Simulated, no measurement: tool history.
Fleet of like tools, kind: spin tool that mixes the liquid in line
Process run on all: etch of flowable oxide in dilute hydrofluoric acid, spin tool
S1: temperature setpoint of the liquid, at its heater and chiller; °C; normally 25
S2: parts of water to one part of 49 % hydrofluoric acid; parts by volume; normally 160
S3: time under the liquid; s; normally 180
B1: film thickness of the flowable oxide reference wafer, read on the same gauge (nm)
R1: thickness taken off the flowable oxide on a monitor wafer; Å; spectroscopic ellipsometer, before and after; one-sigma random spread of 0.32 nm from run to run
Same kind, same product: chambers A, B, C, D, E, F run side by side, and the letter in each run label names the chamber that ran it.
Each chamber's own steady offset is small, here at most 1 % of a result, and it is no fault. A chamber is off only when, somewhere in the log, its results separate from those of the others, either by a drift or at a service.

run    day    S1   S2   S3      B1      R1
 1E  0.179    25  160  180     130  347.42
 2A  0.342    25  160  180  129.99   351.6
 3D  0.538    25  160  180  129.95  344.42
 4C  0.792    25  160  180  130.01  355.05
 5B  1.121    25  160  180     130  346.87
 6F  1.317    25  160  180     130  352.17
 7F  1.658    25  215  180  129.95  245.77
 8D  1.942    25  215  180  130.01  243.06
 9A  2.221    25  215  180  130.01  244.75
10C  2.417    25  215  180  130.03  248.19
11B  2.625    25  215  180  130.01   235.7
12E  2.879    25  215  180     130  244.69
13F  3.167    25  160  180  129.99  352.08
14E  3.496    25  160  180     130  351.94
15C  3.658    25  160  180  130.04  353.15
     3.762  -- chamber D: hydrofluoric acid flow meter replaced
16A  3.979    25  160  180  129.98  351.44
17B  4.225    25  160  180  129.99  347.12
18D  4.496    29  160  180  130.02   401.2
19B  4.746    29  160  180  129.99  399.35
20A  5.017    29  160  180  129.98  409.25
     5.046  -- chamber D: thermometer replaced
21E  5.304    29  160  180  129.99  402.94
22C   5.65    29  160  180  130.04  408.32
23D  5.925    29  160  180  129.99  405.57
24F  6.142    25  160  180     130  346.62
25D  6.458    25  160  180     130   349.6
26E  6.808  26.5  160  180  129.99  372.94
27F  7.083  26.5  160  180  129.99  372.61
28C  7.312  26.5  160  180  129.98  371.29
29A  7.662  26.5  160  180  130.02  371.48
30B  7.942  26.5  160  180  129.94  368.91
31C   8.15  26.5  160  180  130.01  375.87
     8.262  -- chamber E: hydrofluoric acid flow meter replaced
32F  8.429    25  160  180  130.04  355.79
33D  8.771    25  160  180  130.03  348.69
34E  9.092    25  160  180  130.07  351.36
35B  9.308    25  160  180  130.01  348.47
36A  9.558    25  160  180  129.98  348.72
37C  9.775    25  160  180  129.95  350.77
38F  10.05    25  160  180     130  345.35

All chambers now run identical settings, listed one chamber a line with results as question marks. What results will each chamber show?
39A  10.312  25  160  180       ?
39B  10.312  25  160  180       ?
39C  10.312  25  160  180       ?
39D  10.312  25  160  180       ?
39E  10.312  25  160  180       ?
39F  10.312  25  160  180       ?

run      R1
39A   348.8
39B  350.04
39C  346.42
39D  345.47
39E  348.88
39F  345.51
